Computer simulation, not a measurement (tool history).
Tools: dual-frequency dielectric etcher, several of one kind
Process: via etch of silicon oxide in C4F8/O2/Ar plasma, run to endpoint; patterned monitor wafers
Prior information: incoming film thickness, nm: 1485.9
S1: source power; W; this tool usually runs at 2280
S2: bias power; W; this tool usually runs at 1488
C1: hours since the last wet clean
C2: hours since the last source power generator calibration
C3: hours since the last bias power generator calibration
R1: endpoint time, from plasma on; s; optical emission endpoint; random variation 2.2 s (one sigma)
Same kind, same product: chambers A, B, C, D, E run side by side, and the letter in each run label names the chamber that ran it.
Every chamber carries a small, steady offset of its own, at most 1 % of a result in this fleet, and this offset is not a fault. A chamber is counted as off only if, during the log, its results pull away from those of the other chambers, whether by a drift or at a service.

run   hour    S1    S2     C1      C2      C3      R1
 1B    8.7  2280  1488  264.5  3090.2  1734.7  299.35
 2C   16.3  2280  1488  409.7  1366.5  3286.9  301.97
 3A   23.2  2280  1488  319.9   987.2  3625.3  302.94
 4D   34.0  2280  1488   49.0  2253.9   463.8  306.07
 5E   44.6  2280  1488  422.2   836.1  1948.8  299.15
 6A   51.5  2280  1488  348.2  1015.5  3653.6  301.10
 7C   59.8  2280  1488  453.2  1410.0  3330.4  299.25
 8E   69.7  2040  1212  447.3   861.2  1973.9  331.16
 9B   78.5  2040  1212  334.3  3160.0  1804.5  334.08
10D   88.6  2040  1212  103.6  2308.5   518.4  335.29
11E   95.3  2040  1212  472.9   886.8  1999.5  331.93
12C  101.3  2040  1212  494.7  1451.5  3371.9  326.74
     102.8  -- chamber E: wet clean of the chamber
13D  111.3  2280  1488  126.3  2331.2   541.1  304.01
14A  120.3  1980  1783  417.0  1084.3  3722.4  304.20
15B  126.1  1980  1783  381.9  3207.6  1852.1  304.80
     131.9  -- chamber A: wet clean of the chamber
16A  137.0  1980  1783    5.1  1101.0  3739.1  304.10
17C  147.9  1980  1783  541.3  1498.1  3418.5  301.96
18D  156.2  1980  1783  171.2  2376.1   586.0  309.81
19B  165.6  1930  1215  421.4  3247.1  1891.6  337.16
20E  174.7  1930  1215   72.0   966.2  2078.9  336.38
21C  184.3  1930  1215  577.7  1534.5  3454.9  340.12
22A  191.5  1930  1215   59.6  1155.5  3793.6  340.46
23B  203.2  1930  1215  459.0  3284.7  1929.2  340.61
24E  210.6  2280  1488  107.9  1002.1  2114.8  303.37
25D  221.8  2280  1488  236.8  2441.7   651.6  303.27
     222.0  -- chamber C: wet clean of the chamber
26A  229.3  1860  1126   97.4  1193.3  3831.4  351.62
27B  240.5  1860  1126  496.3  3322.0  1966.5  354.39
28E  246.5  1860  1126  143.8  1038.0  2150.7  353.25
29D  253.3  1860  1126  268.3  2473.2   683.1  354.83
30C  259.6  1860  1126   37.6  1609.8  3530.2  352.73
31C  265.0  2280  1488   43.0  1615.2  3535.6  302.43

One chamber off, gauge drift, or nothing amiss beyond the chambers' own small offsets? If it is a chamber, which one, and what is the likeliest cause?

Neither any chamber nor the gauge drifts; the chambers differ only by their own small, steady offsets.

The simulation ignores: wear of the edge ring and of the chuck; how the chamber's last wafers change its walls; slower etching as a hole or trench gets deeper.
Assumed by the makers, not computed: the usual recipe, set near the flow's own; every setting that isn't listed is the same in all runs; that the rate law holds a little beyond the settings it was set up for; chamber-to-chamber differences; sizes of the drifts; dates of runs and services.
